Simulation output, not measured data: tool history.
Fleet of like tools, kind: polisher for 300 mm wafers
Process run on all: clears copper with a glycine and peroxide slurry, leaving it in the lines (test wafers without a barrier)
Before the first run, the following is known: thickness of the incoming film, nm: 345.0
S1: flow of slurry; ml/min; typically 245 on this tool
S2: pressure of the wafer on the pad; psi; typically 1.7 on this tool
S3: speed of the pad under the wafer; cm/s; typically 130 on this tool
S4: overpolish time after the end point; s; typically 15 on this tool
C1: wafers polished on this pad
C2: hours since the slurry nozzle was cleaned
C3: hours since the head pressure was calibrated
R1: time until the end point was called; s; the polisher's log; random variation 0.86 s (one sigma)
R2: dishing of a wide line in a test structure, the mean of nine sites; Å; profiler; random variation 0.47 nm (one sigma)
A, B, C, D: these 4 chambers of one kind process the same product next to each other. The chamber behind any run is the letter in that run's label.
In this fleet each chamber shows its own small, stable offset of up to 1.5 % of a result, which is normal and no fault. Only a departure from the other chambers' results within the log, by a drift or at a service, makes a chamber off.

run 1A hour=3.6 | S1=245 S2=1.7 S3=130 S4=15 | C1=1103 C2=292 C3=398.8 | R1=78.363 R2=327.35
run 2C hour=7.6 | S1=245 S2=1.7 S3=130 S4=15 | C1=180 C2=151.2 C3=128.9 | R1=78.639 R2=329.5
-- hour=9.3 chamber A: worn pad replaced by a new one
run 3B hour=11.9 | S1=245 S2=1.7 S3=130 S4=15 | C1=119 C2=262.8 C3=610 | R1=78.248 R2=330.48
run 4D hour=15.4 | S1=245 S2=1.7 S3=130 S4=15 | C1=546 C2=98.4 C3=835.4 | R1=78.364 R2=331.97
run 5B hour=20.2 | S1=245 S2=1.7 S3=130 S4=15 | C1=178 C2=271.1 C3=618.3 | R1=78.008 R2=333.77
run 6C hour=24.3 | S1=245 S2=1.7 S3=130 S4=15 | C1=299 C2=167.9 C3=145.6 | R1=78.055 R2=333.49
run 7A hour=27 | S1=245 S2=1.7 S3=130 S4=15 | C1=126 C2=315.4 C3=422.2 | R1=76.554 R2=335.67
run 8D hour=29.2 | S1=245 S2=1.7 S3=130 S4=15 | C1=643 C2=112.2 C3=849.2 | R1=77.264 R2=335.92
run 9C hour=33.6 | S1=245 S2=1.7 S3=130 S4=15 | C1=365 C2=177.2 C3=154.9 | R1=78.1 R2=324.06
run 10A hour=37.1 | S1=245 S2=1.7 S3=130 S4=15 | C1=197 C2=325.5 C3=432.3 | R1=77.27 R2=341.46
run 11B hour=40.8 | S1=245 S2=1.7 S3=130 S4=15 | C1=324 C2=291.7 C3=638.9 | R1=78.393 R2=330.95
run 12D hour=44 | S1=245 S2=2.1 S3=130 S4=15 | C1=748 C2=127 C3=864 | R1=65.979 R2=361.2
run 13C hour=46.2 | S1=245 S2=2.1 S3=130 S4=15 | C1=454 C2=189.8 C3=167.5 | R1=66.281 R2=361.85
-- hour=50.1 chamber D: worn pad replaced by a new one
run 14B hour=50.5 | S1=245 S2=2.1 S3=130 S4=15 | C1=393 C2=301.4 C3=648.6 | R1=64.747 R2=359.11
run 15D hour=53.7 | S1=245 S2=2.1 S3=130 S4=15 | C1=25 C2=136.7 C3=873.7 | R1=65.623 R2=363.84
run 16A hour=56.2 | S1=245 S2=1.7 S3=130 S4=15 | C1=333 C2=344.6 C3=451.4 | R1=77.915 R2=334.13
run 17D hour=60 | S1=245 S2=1.7 S3=130 S4=15 | C1=70 C2=143 C3=880 | R1=76.631 R2=330.23
run 18C hour=64.4 | S1=245 S2=1.7 S3=130 S4=15 | C1=583 C2=208 C3=185.7 | R1=77.865 R2=332.85
-- hour=67.6 chamber A: head pressure recalibrated
run 19A hour=69.1 | S1=245 S2=1.7 S3=130 S4=15 | C1=424 C2=357.5 C3=1.5 | R1=77.941 R2=334.4
run 20B hour=74 | S1=245 S2=1.7 S3=130 S4=15 | C1=560 C2=324.9 C3=672.1 | R1=77.771 R2=332.16
run 21B hour=78.1 | S1=245 S2=1.7 S3=88 S4=22 | C1=589 C2=329 C3=676.2 | R1=104.71 R2=357.2
run 22A hour=80.5 | S1=245 S2=1.7 S3=88 S4=22 | C1=505 C2=368.9 C3=12.9 | R1=104.17 R2=360.42
run 23C hour=84.3 | S1=245 S2=1.7 S3=88 S4=22 | C1=724 C2=227.9 C3=205.6 | R1=103.62 R2=363.75
run 24D hour=86.4 | S1=245 S2=1.7 S3=88 S4=22 | C1=257 C2=169.4 C3=906.4 | R1=103.33 R2=367.63
run 25A hour=90.9 | S1=245 S2=1.7 S3=130 S4=15 | C1=579 C2=379.3 C3=23.3 | R1=77.304 R2=324.96
-- hour=92.8 chamber C: worn pad replaced by a new one
run 26C hour=95.1 | S1=245 S2=1.7 S3=130 S4=15 | C1=16 C2=238.7 C3=216.4 | R1=76.593 R2=336.05
run 27D hour=99.3 | S1=245 S2=1.7 S3=130 S4=15 | C1=348 C2=182.3 C3=919.3 | R1=76.628 R2=338.37
run 28B hour=103.4 | S1=245 S2=1.7 S3=130 S4=15 | C1=768 C2=354.3 C3=701.5 | R1=78.35 R2=331.55
run 29C hour=107.8 | S1=245 S2=1.7 S3=130 S4=15 | C1=106 C2=251.4 C3=229.1 | R1=78.878 R2=330.62
run 30A hour=111.4 | S1=245 S2=1.7 S3=130 S4=15 | C1=724 C2=399.8 C3=43.8 | R1=78.748 R2=334.99
run 31D hour=114.7 | S1=245 S2=1.7 S3=130 S4=15 | C1=458 C2=197.7 C3=934.7 | R1=78.622 R2=338.22
run 32B hour=119 | S1=245 S2=1.7 S3=130 S4=15 | C1=879 C2=369.9 C3=717.1 | R1=77.308 R2=326.55
run 33A hour=122.3 | S1=245 S2=1.7 S3=130 S4=15 | C1=802 C2=410.7 C3=54.7 | R1=77.168 R2=328.01
run 34C hour=125.5 | S1=245 S2=1.7 S3=130 S4=15 | C1=232 C2=269.1 C3=246.8 | R1=77.696 R2=339.58
run 35B hour=129.4 | S1=245 S2=1.7 S3=130 S4=15 | C1=953 C2=380.3 C3=727.5 | R1=77.685 R2=325.93
run 36D hour=132.1 | S1=245 S2=1.7 S3=130 S4=15 | C1=581 C2=215.1 C3=952.1 | R1=77.738 R2=336.31
run 37C hour=136.7 | S1=245 S2=2.2 S3=130 S4=15 | C1=311 C2=280.3 C3=258 | R1=63.108 R2=379.65
-- hour=138.6 chamber A: worn pad replaced by a new one
run 38A hour=138.9 | S1=245 S2=2.2 S3=130 S4=15 | C1=2 C2=427.3 C3=71.3 | R1=63.78 R2=369.45
run 39D hour=141.1 | S1=245 S2=2.2 S3=130 S4=15 | C1=645 C2=224.1 C3=961.1 | R1=61.599 R2=378.2
run 40B hour=143.7 | S1=245 S2=2.2 S3=130 S4=15 | C1=1054 C2=394.6 C3=741.8 | R1=61.526 R2=370.93
run 41C hour=148.6 | S1=245 S2=1.7 S3=130 S4=15 | C1=395 C2=292.2 C3=269.9 | R1=76.826 R2=336.21
run 42B hour=152.2 | S1=245 S2=1.7 S3=130 S4=15 | C1=1114 C2=403.1 C3=750.3 | R1=77.296 R2=329.78

Which is it: a chamber that has drifted or been left off by a service, a gauge drift common to all chambers, or only each chamber's usual small offset? If a chamber is off, name it and its likeliest cause.

All chambers stay in line apart from their small fixed offsets, and the gauge does not drift.

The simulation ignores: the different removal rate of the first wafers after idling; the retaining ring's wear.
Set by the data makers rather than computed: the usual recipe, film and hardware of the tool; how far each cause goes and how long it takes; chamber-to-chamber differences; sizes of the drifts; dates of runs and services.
